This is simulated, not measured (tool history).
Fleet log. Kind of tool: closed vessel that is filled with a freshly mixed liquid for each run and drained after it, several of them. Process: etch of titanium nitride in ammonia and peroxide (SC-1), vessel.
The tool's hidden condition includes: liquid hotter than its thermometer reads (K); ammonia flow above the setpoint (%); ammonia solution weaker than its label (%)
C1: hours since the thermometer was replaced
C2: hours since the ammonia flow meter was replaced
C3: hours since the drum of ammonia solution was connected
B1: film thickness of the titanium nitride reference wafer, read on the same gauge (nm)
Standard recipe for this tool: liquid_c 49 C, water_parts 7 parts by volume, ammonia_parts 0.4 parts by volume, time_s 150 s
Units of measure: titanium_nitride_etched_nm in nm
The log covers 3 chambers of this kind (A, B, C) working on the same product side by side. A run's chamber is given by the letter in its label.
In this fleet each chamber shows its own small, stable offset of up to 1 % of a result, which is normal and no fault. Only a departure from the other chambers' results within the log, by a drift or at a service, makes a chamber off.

run 1A day=0.212 | liquid_c=49 water_parts=7 ammonia_parts=0.4 time_s=150 | C1=18.5 C2=156.6 C3=849 | B1=60.015 | titanium_nitride_etched_nm=5.4882
run 2B day=0.467 | liquid_c=49 water_parts=7 ammonia_parts=0.4 time_s=150 | C1=977.9 C2=199.2 C3=50.5 | B1=59.959 | titanium_nitride_etched_nm=5.4772
run 3C day=0.758 | liquid_c=49 water_parts=7 ammonia_parts=0.4 time_s=150 | C1=516.7 C2=1339.4 C3=151.6 | B1=60.042 | titanium_nitride_etched_nm=5.5912
run 4B day=1.008 | liquid_c=49 water_parts=7 ammonia_parts=0.4 time_s=150 | C1=990.9 C2=212.2 C3=63.5 | B1=60.002 | titanium_nitride_etched_nm=5.4907
run 5A day=1.304 | liquid_c=49 water_parts=7 ammonia_parts=0.4 time_s=150 | C1=44.7 C2=182.8 C3=875.2 | B1=60 | titanium_nitride_etched_nm=5.4726
run 6C day=1.508 | liquid_c=49 water_parts=7 ammonia_parts=0.4 time_s=150 | C1=534.7 C2=1357.4 C3=169.6 | B1=60.019 | titanium_nitride_etched_nm=5.5446
run 7A day=1.7 | liquid_c=49 water_parts=7 ammonia_parts=0.4 time_s=150 | C1=54.2 C2=192.3 C3=884.7 | B1=59.994 | titanium_nitride_etched_nm=5.5388
run 8C day=1.842 | liquid_c=49 water_parts=7 ammonia_parts=0.4 time_s=65 | C1=542.7 C2=1365.4 C3=177.6 | B1=59.971 | titanium_nitride_etched_nm=2.4136
run 9B day=2.117 | liquid_c=49 water_parts=7 ammonia_parts=0.4 time_s=65 | C1=1017.5 C2=238.8 C3=90.1 | B1=59.965 | titanium_nitride_etched_nm=2.3881
run 10B day=2.392 | liquid_c=49 water_parts=7 ammonia_parts=0.4 time_s=65 | C1=1024.1 C2=245.4 C3=96.7 | B1=59.996 | titanium_nitride_etched_nm=2.357
run 11C day=2.571 | liquid_c=49 water_parts=7 ammonia_parts=0.4 time_s=150 | C1=560.2 C2=1382.9 C3=195.1 | B1=60.006 | titanium_nitride_etched_nm=5.4865
run 12A day=2.862 | liquid_c=49 water_parts=7 ammonia_parts=0.4 time_s=150 | C1=82.1 C2=220.2 C3=912.6 | B1=59.975 | titanium_nitride_etched_nm=5.4684
run 13B day=3.029 | liquid_c=49 water_parts=8 ammonia_parts=0.4 time_s=150 | C1=1039.4 C2=260.7 C3=112 | B1=60.005 | titanium_nitride_etched_nm=5.139
run 14C day=3.212 | liquid_c=49 water_parts=8 ammonia_parts=0.4 time_s=150 | C1=575.6 C2=1398.3 C3=210.5 | B1=59.917 | titanium_nitride_etched_nm=5.1538
run 15A day=3.421 | liquid_c=49 water_parts=8 ammonia_parts=0.4 time_s=150 | C1=95.5 C2=233.6 C3=926 | B1=60.046 | titanium_nitride_etched_nm=5.1478
run 16A day=3.608 | liquid_c=49 water_parts=7 ammonia_parts=0.4 time_s=150 | C1=100 C2=238.1 C3=930.5 | B1=59.985 | titanium_nitride_etched_nm=5.4732
run 17C day=3.75 | liquid_c=49 water_parts=9.5 ammonia_parts=0.4 time_s=105 | C1=588.5 C2=1411.2 C3=223.4 | B1=59.984 | titanium_nitride_etched_nm=3.3165
-- day=3.8 chamber C: thermometer replaced
run 18B day=3.904 | liquid_c=49 water_parts=9.5 ammonia_parts=0.4 time_s=105 | C1=1060.4 C2=281.7 C3=133 | B1=60.047 | titanium_nitride_etched_nm=3.3032
run 19B day=4.212 | liquid_c=49 water_parts=9.5 ammonia_parts=0.4 time_s=105 | C1=1067.8 C2=289.1 C3=140.4 | B1=59.992 | titanium_nitride_etched_nm=3.2833
run 20A day=4.504 | liquid_c=49 water_parts=7 ammonia_parts=0.6 time_s=150 | C1=121.5 C2=259.6 C3=952 | B1=59.987 | titanium_nitride_etched_nm=5.871
run 21C day=4.742 | liquid_c=49 water_parts=7 ammonia_parts=0.6 time_s=150 | C1=22.7 C2=1435 C3=247.2 | B1=60.015 | titanium_nitride_etched_nm=5.9441
run 22A day=5.05 | liquid_c=49 water_parts=7 ammonia_parts=0.6 time_s=150 | C1=134.6 C2=272.7 C3=965.1 | B1=59.977 | titanium_nitride_etched_nm=5.9566
run 23B day=5.325 | liquid_c=49 water_parts=7 ammonia_parts=0.4 time_s=150 | C1=1094.5 C2=315.8 C3=167.1 | B1=60.026 | titanium_nitride_etched_nm=5.462
run 24C day=5.554 | liquid_c=49 water_parts=7 ammonia_parts=0.4 time_s=150 | C1=42.2 C2=1454.5 C3=266.7 | B1=59.985 | titanium_nitride_etched_nm=5.4566
run 25A day=5.762 | liquid_c=49 water_parts=7 ammonia_parts=0.4 time_s=150 | C1=151.7 C2=289.8 C3=982.2 | B1=59.986 | titanium_nitride_etched_nm=5.4502
run 26B day=5.979 | liquid_c=49 water_parts=7 ammonia_parts=0.4 time_s=150 | C1=1110.2 C2=331.5 C3=182.8 | B1=60.007 | titanium_nitride_etched_nm=5.511
run 27C day=6.292 | liquid_c=49 water_parts=7 ammonia_parts=0.4 time_s=150 | C1=59.9 C2=1472.2 C3=284.4 | B1=59.985 | titanium_nitride_etched_nm=5.5106
run 28C day=6.467 | liquid_c=49 water_parts=7 ammonia_parts=0.4 time_s=150 | C1=64.1 C2=1476.4 C3=288.6 | B1=59.992 | titanium_nitride_etched_nm=5.5184
run 29B day=6.621 | liquid_c=49 water_parts=7 ammonia_parts=0.4 time_s=150 | C1=1125.6 C2=346.9 C3=198.2 | B1=59.968 | titanium_nitride_etched_nm=5.4743
run 30A day=6.762 | liquid_c=49 water_parts=7 ammonia_parts=0.4 time_s=150 | C1=175.7 C2=313.8 C3=1006.2 | B1=59.979 | titanium_nitride_etched_nm=5.4864
run 31A day=6.946 | liquid_c=49 water_parts=7 ammonia_parts=0.4 time_s=150 | C1=180.1 C2=318.2 C3=1010.6 | B1=60.013 | titanium_nitride_etched_nm=5.541
run 32C day=7.217 | liquid_c=49 water_parts=7 ammonia_parts=0.4 time_s=150 | C1=82.1 C2=1494.4 C3=306.6 | B1=59.976 | titanium_nitride_etched_nm=5.5323
run 33B day=7.525 | liquid_c=49 water_parts=7 ammonia_parts=0.4 time_s=150 | C1=1147.3 C2=368.6 C3=219.9 | B1=59.988 | titanium_nitride_etched_nm=5.4768
run 34C day=7.833 | liquid_c=49 water_parts=7 ammonia_parts=0.4 time_s=150 | C1=96.9 C2=1509.2 C3=321.4 | B1=59.97 | titanium_nitride_etched_nm=5.5346
-- day=7.879 chamber B: new drum of ammonia solution connected
run 35A day=8.004 | liquid_c=49 water_parts=7 ammonia_parts=0.4 time_s=150 | C1=205.5 C2=343.6 C3=1036 | B1=60.004 | titanium_nitride_etched_nm=5.5094
run 36B day=8.212 | liquid_c=49 water_parts=7 ammonia_parts=0.4 time_s=150 | C1=1163.8 C2=385.1 C3=8 | B1=59.998 | titanium_nitride_etched_nm=5.5038
run 37B day=8.467 | liquid_c=49 water_parts=7 ammonia_parts=0.4 time_s=105 | C1=1169.9 C2=391.2 C3=14.1 | B1=60.009 | titanium_nitride_etched_nm=3.8598
run 38A day=8.675 | liquid_c=49 water_parts=7 ammonia_parts=0.4 time_s=105 | C1=221.6 C2=359.7 C3=1052.1 | B1=60.009 | titanium_nitride_etched_nm=3.8346
run 39C day=8.833 | liquid_c=49 water_parts=7 ammonia_parts=0.4 time_s=105 | C1=120.9 C2=1533.2 C3=345.4 | B1=60.001 | titanium_nitride_etched_nm=3.8407
run 40C day=9.092 | liquid_c=49 water_parts=7 ammonia_parts=0.4 time_s=150 | C1=127.1 C2=1539.4 C3=351.6 | B1=59.982 | titanium_nitride_etched_nm=5.5462
run 41B day=9.246 | liquid_c=49 water_parts=7 ammonia_parts=0.4 time_s=150 | C1=1188.6 C2=409.9 C3=32.8 | B1=60.004 | titanium_nitride_etched_nm=5.4917
run 42A day=9.404 | liquid_c=49 water_parts=7 ammonia_parts=0.4 time_s=150 | C1=239.1 C2=377.2 C3=1069.6 | B1=59.986 | titanium_nitride_etched_nm=5.5206

What goes on in this fleet: one chamber off, a drifting gauge, or nothing beyond the chambers' own small offsets? Name the chamber and the cause, if any.

No chamber is off and the gauge is stable; the differences are just each chamber's small, constant offset.
